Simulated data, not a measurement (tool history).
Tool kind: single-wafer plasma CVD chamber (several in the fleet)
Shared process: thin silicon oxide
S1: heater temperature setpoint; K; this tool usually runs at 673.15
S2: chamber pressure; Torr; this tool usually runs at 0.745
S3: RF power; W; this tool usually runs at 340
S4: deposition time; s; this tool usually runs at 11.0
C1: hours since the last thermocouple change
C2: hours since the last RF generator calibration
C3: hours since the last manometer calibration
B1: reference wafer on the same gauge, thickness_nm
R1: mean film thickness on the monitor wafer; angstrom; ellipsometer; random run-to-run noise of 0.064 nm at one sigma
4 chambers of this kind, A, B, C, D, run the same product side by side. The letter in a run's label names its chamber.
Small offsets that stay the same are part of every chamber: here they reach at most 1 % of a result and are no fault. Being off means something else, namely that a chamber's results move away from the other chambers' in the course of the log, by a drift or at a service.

run,hour,S1,S2,S3,S4,C1,C2,C3,B1,R1
1A,7.1,673.15,0.745,340,11.0,1170.3,428.1,1337.4,16.005,199.66
2B,19.3,673.15,0.745,340,11.0,405.9,594.3,1003.6,15.999,199.47
3D,29.0,673.15,0.745,340,11.0,2028.9,443.8,760.5,16.006,198.19
4C,41.4,673.15,0.745,340,11.0,1411.4,139.3,689.7,16.006,196.49
5C,53.4,673.15,0.745,340,11.0,1423.4,151.3,701.7,16.006,196.78
6A,60.6,682.15,0.745,340,11.0,1223.8,481.6,1390.9,16.000,197.61
7B,71.5,682.15,0.745,340,11.0,458.1,646.5,1055.8,15.999,198.84
8D,82.5,682.15,0.745,340,11.0,2082.4,497.3,814.0,16.009,197.42
9C,92.0,682.15,0.745,340,11.0,1462.0,189.9,740.3,15.998,196.50
10D,101.6,673.15,0.745,340,11.0,2101.5,516.4,833.1,16.001,198.43
# hour 110.0: chamber C: thermocouple changed; heater temperature recalibrated
11A,110.9,673.15,0.745,340,11.0,1274.1,531.9,1441.2,16.005,199.53
12B,122.7,673.15,0.745,340,11.0,509.3,697.7,1107.0,16.006,200.02
13C,129.1,673.15,0.623,340,12.6,19.1,227.0,777.4,15.996,184.27
14D,137.2,673.15,0.623,340,12.6,2137.1,552.0,868.7,16.006,187.85
15A,144.9,673.15,0.623,340,12.6,1308.1,565.9,1475.2,15.985,188.10
# hour 150.7: chamber D: thermocouple changed; heater temperature recalibrated
16B,158.1,673.15,0.623,340,12.6,544.7,733.1,1142.4,15.987,189.13
17C,172.3,673.15,0.745,340,11.0,62.3,270.2,820.6,15.981,194.62
18D,184.0,673.15,0.745,340,11.0,33.3,598.8,915.5,16.010,197.19
19B,191.9,673.15,0.745,340,11.0,578.5,766.9,1176.2,16.008,198.92
20A,199.3,673.15,0.745,340,11.0,1362.5,620.3,1529.6,16.000,198.50
21A,210.0,673.15,0.745,340,11.0,1373.2,631.0,1540.3,15.981,198.88
22B,218.9,673.15,0.745,340,11.0,605.5,793.9,1203.2,16.000,200.94
23C,228.6,673.15,0.745,340,11.0,118.6,326.5,876.9,16.003,192.69
24D,236.1,673.15,0.745,340,11.0,85.4,650.9,967.6,16.012,198.29
25A,246.2,673.15,0.745,405,11.0,1409.4,667.2,1576.5,16.001,212.91
26C,257.9,673.15,0.745,405,11.0,147.9,355.8,906.2,16.008,205.55
27D,268.3,673.15,0.745,405,11.0,117.6,683.1,999.8,16.014,210.48
# hour 268.9: chamber B: capacitance manometer re-zeroed and calibrated
28B,276.0,673.15,0.745,405,11.0,662.6,851.0,7.1,15.995,211.75
29A,285.6,673.15,0.745,340,11.0,1448.8,706.6,1615.9,16.001,200.24
30B,299.2,673.15,0.745,340,11.0,685.8,874.2,30.3,16.016,198.67
31D,311.2,679.15,0.602,340,11.0,160.5,726.0,1042.7,15.997,157.01
32C,317.9,679.15,0.602,340,11.0,207.9,415.8,966.2,15.991,150.58
33A,329.5,679.15,0.602,340,11.0,1492.7,750.5,1659.8,16.009,157.38
34D,339.9,679.15,0.602,340,11.0,189.2,754.7,1071.4,15.990,156.84
35B,348.8,673.15,0.745,340,11.0,735.4,923.8,79.9,16.012,199.47
# hour 358.5: chamber A: capacitance manometer re-zeroed and calibrated
36C,358.5,673.15,0.745,340,11.0,248.5,456.4,1006.8,16.003,189.39
37C,368.9,673.15,0.745,340,11.0,258.9,466.8,1017.2,16.002,189.72
38B,380.8,673.15,0.745,340,11.0,767.4,955.8,111.9,16.013,199.92
39A,388.7,673.15,0.745,340,11.0,1551.9,809.7,30.3,16.004,199.27

Each of the 4 chambers runs these same settings next. Fill in every chamber's results:
40A,398.9,673.15,0.745,340,11.0,,,,,?
40B,398.9,673.15,0.745,340,11.0,,,,,?
40C,398.9,673.15,0.745,340,11.0,,,,,?
40D,398.9,673.15,0.745,340,11.0,,,,,?

run,R1
40A,198.48
40B,200.40
40C,188.33
40D,198.62
